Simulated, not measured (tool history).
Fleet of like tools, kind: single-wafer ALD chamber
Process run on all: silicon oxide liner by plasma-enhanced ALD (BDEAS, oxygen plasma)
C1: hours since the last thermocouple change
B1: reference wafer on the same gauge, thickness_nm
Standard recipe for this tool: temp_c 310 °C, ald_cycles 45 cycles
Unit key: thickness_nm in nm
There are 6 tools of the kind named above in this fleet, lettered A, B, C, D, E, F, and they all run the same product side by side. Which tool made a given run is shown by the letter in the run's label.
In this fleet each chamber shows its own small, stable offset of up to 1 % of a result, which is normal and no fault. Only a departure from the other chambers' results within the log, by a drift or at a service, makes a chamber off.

run 1E hour=7.5 | temp_c=310 ald_cycles=45 | C1=733.5 | B1=4.0033 | thickness_nm=4.1351
run 2A hour=15 | temp_c=310 ald_cycles=45 | C1=1824.4 | B1=3.9987 | thickness_nm=4.1643
run 3D hour=20.4 | temp_c=310 ald_cycles=45 | C1=1653.2 | B1=3.9988 | thickness_nm=4.0962
run 4C hour=27.5 | temp_c=310 ald_cycles=45 | C1=754.1 | B1=3.9967 | thickness_nm=4.1004
run 5F hour=36.4 | temp_c=302 ald_cycles=51 | C1=345.3 | B1=4.0016 | thickness_nm=4.703
run 6B hour=42.7 | temp_c=302 ald_cycles=51 | C1=1235.3 | B1=3.9988 | thickness_nm=4.7732
run 7C hour=47.3 | temp_c=302 ald_cycles=51 | C1=773.9 | B1=4.0005 | thickness_nm=4.7062
run 8A hour=56.1 | temp_c=302 ald_cycles=51 | C1=1865.5 | B1=3.9996 | thickness_nm=4.814
run 9E hour=65.4 | temp_c=302 ald_cycles=51 | C1=791.4 | B1=3.9989 | thickness_nm=4.7905
-- hour=70.4 chamber A: thermocouple changed; heater temperature recalibrated
run 10D hour=71.4 | temp_c=302 ald_cycles=51 | C1=1704.2 | B1=4.0006 | thickness_nm=4.7313
run 11F hour=80.1 | temp_c=310 ald_cycles=45 | C1=389 | B1=3.999 | thickness_nm=4.0669
run 12B hour=89.6 | temp_c=310 ald_cycles=45 | C1=1282.2 | B1=3.9997 | thickness_nm=4.158
run 13F hour=95.5 | temp_c=310 ald_cycles=45 | C1=404.4 | B1=4.0035 | thickness_nm=4.0637
run 14D hour=103.6 | temp_c=310 ald_cycles=45 | C1=1736.4 | B1=4.0001 | thickness_nm=4.1199
run 15E hour=111.9 | temp_c=310 ald_cycles=45 | C1=837.9 | B1=3.9997 | thickness_nm=4.134
run 16A hour=121.1 | temp_c=310 ald_cycles=45 | C1=50.7 | B1=4.0025 | thickness_nm=4.1568
run 17C hour=128.1 | temp_c=310 ald_cycles=45 | C1=854.7 | B1=3.9944 | thickness_nm=4.1082
run 18B hour=135.4 | temp_c=310 ald_cycles=45 | C1=1328 | B1=4.0008 | thickness_nm=4.1309
run 19C hour=142.2 | temp_c=310 ald_cycles=45 | C1=868.8 | B1=4.0002 | thickness_nm=4.1154
run 20B hour=148.2 | temp_c=310 ald_cycles=45 | C1=1340.8 | B1=3.9977 | thickness_nm=4.1791
run 21F hour=155 | temp_c=310 ald_cycles=45 | C1=463.9 | B1=3.9966 | thickness_nm=4.0964
run 22A hour=164 | temp_c=310 ald_cycles=45 | C1=93.6 | B1=4.0025 | thickness_nm=4.1567
run 23D hour=169.2 | temp_c=301 ald_cycles=52 | C1=1802 | B1=4.0029 | thickness_nm=4.7954
run 24E hour=174.8 | temp_c=301 ald_cycles=52 | C1=900.8 | B1=3.9997 | thickness_nm=4.8551
run 25F hour=182.9 | temp_c=301 ald_cycles=52 | C1=491.8 | B1=3.9964 | thickness_nm=4.8092
run 26D hour=190.2 | temp_c=301 ald_cycles=52 | C1=1823 | B1=3.9952 | thickness_nm=4.8291
run 27E hour=199.8 | temp_c=301 ald_cycles=52 | C1=925.8 | B1=4.0001 | thickness_nm=4.8333
run 28A hour=206.5 | temp_c=301 ald_cycles=52 | C1=136.1 | B1=3.9972 | thickness_nm=4.8854
run 29B hour=215 | temp_c=310 ald_cycles=45 | C1=1407.6 | B1=4.0005 | thickness_nm=4.1088
run 30C hour=221.4 | temp_c=310 ald_cycles=45 | C1=948 | B1=3.9999 | thickness_nm=4.1107
run 31C hour=230.5 | temp_c=304 ald_cycles=45 | C1=957.1 | B1=4.0013 | thickness_nm=4.1309
run 32D hour=237.6 | temp_c=304 ald_cycles=45 | C1=1870.4 | B1=3.9985 | thickness_nm=4.1665
run 33F hour=243.2 | temp_c=304 ald_cycles=45 | C1=552.1 | B1=3.9997 | thickness_nm=4.1299
run 34B hour=248.5 | temp_c=304 ald_cycles=45 | C1=1441.1 | B1=4.0035 | thickness_nm=4.1881
run 35A hour=258.1 | temp_c=304 ald_cycles=45 | C1=187.7 | B1=3.9981 | thickness_nm=4.2213
run 36E hour=266.3 | temp_c=304 ald_cycles=45 | C1=992.3 | B1=3.9938 | thickness_nm=4.1745
run 37C hour=271.1 | temp_c=310 ald_cycles=45 | C1=997.7 | B1=3.9959 | thickness_nm=4.1016
run 38E hour=275.5 | temp_c=310 ald_cycles=45 | C1=1001.5 | B1=4.0008 | thickness_nm=4.1419
run 39D hour=279.9 | temp_c=310 ald_cycles=45 | C1=1912.7 | B1=3.9997 | thickness_nm=4.1492
run 40F hour=284.8 | temp_c=310 ald_cycles=51 | C1=593.7 | B1=4.003 | thickness_nm=4.6168
run 41A hour=294.2 | temp_c=310 ald_cycles=51 | C1=223.8 | B1=3.9971 | thickness_nm=4.713
run 42B hour=299.1 | temp_c=310 ald_cycles=51 | C1=1491.7 | B1=4 | thickness_nm=4.7128
run 43B hour=306.5 | temp_c=310 ald_cycles=51 | C1=1499.1 | B1=3.9963 | thickness_nm=4.7033
run 44F hour=315.5 | temp_c=310 ald_cycles=51 | C1=624.4 | B1=3.9957 | thickness_nm=4.6393

The same settings go to every chamber for the next run, one line per chamber below. Forecast the results for each:
run 45A hour=322.7 | temp_c=310 ald_cycles=45 | thickness_nm=?
run 45B hour=322.7 | temp_c=310 ald_cycles=45 | thickness_nm=?
run 45C hour=322.7 | temp_c=310 ald_cycles=45 | thickness_nm=?
run 45D hour=322.7 | temp_c=310 ald_cycles=45 | thickness_nm=?
run 45E hour=322.7 | temp_c=310 ald_cycles=45 | thickness_nm=?
run 45F hour=322.7 | temp_c=310 ald_cycles=45 | thickness_nm=?

run=45A thickness_nm=4.1726
run=45B thickness_nm=4.1636
run=45C thickness_nm=4.1168
run=45D thickness_nm=4.1076
run=45E thickness_nm=4.1493
run=45F thickness_nm=4.1005
